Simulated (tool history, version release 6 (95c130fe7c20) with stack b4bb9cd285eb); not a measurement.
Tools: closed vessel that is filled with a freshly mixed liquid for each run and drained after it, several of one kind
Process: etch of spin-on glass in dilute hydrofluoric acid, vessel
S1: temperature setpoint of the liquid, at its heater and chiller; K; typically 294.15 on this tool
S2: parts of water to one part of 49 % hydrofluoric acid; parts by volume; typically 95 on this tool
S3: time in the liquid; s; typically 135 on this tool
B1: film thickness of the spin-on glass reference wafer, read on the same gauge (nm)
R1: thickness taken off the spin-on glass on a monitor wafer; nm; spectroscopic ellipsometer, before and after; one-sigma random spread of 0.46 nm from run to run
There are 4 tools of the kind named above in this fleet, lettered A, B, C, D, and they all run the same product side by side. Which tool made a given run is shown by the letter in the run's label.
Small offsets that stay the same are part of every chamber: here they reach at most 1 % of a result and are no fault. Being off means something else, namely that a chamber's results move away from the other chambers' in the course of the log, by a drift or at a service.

run	hour	S1	S2	S3	B1	R1
1B	6.6	294.15	95	135	39.981	47.703
2A	17.9	294.15	95	135	40.026	47.918
3C	23.2	294.15	95	135	39.947	48.493
4D	32.2	294.15	95	135	39.987	47.608
5C	39.6	294.15	95	135	40.016	48.686
6B	46.2	294.15	95	135	40.052	48.221
7D	52.8	294.15	95	135	39.963	49.108
8A	61.6	294.15	95	65	40.016	22.795
9D	68.1	294.15	95	65	40.03	23.455
10B	73.9	294.15	95	65	40.004	22.9
# hour 75.5: chamber C: hydrofluoric acid flow meter replaced
11A	84	294.15	95	65	40.015	23.041
12C	92.6	294.15	95	135	39.935	47.608
13B	103.1	296.65	50	135	39.976	107.26
14C	113	296.65	50	135	40.009	108.88
15D	118.8	296.65	50	135	40	108.37
16A	128.1	296.65	50	135	40.017	110.5
17B	134.4	294.15	95	100	39.998	35.636
18D	143.3	294.15	95	100	39.994	35.203
19A	150	294.15	95	100	39.977	35.489
20C	159.7	294.15	95	100	39.996	35.411
21A	168.4	294.15	95	135	39.997	48.036
22B	175.7	294.15	95	135	39.974	46.99
23C	182.7	294.15	95	135	39.976	47.262
24D	192.1	294.15	95	135	39.98	47.786
25D	199.8	294.15	95	135	40.061	48.475
26A	209.8	294.15	95	135	39.998	48.391
27B	219.4	294.15	95	135	39.976	46.979
28C	230.2	294.15	95	135	39.971	45.511
29B	241.3	294.15	95	135	39.99	47.417
30C	250.6	294.15	95	135	39.994	44.735
31D	256.1	294.15	60	135	39.961	80.439
32A	262.5	294.15	60	135	39.961	79.428
33C	268.5	294.15	60	135	39.999	75.086
34A	278.7	294.15	60	135	39.992	81.486
35B	285.1	294.15	95	135	39.987	46.817
36D	291.5	294.15	95	135	39.999	47.961
37B	296.8	294.15	95	135	39.995	47.084
38C	303.3	294.15	95	135	40.035	44.176
39A	311.9	294.15	95	135	40.003	48.718
40D	320.4	291.15	95	95	40.01	29.935
41C	326.9	291.15	95	95	39.967	27.409
42B	332.3	291.15	95	95	40.022	29.063

Each of the 4 chambers runs these same settings next. Fill in every chamber's results:
43A	340.7	294.15	95	135		?
43B	340.7	294.15	95	135		?
43C	340.7	294.15	95	135		?
43D	340.7	294.15	95	135		?

run	R1
43A	48.814
43B	47.922
43C	42.994
43D	48.263
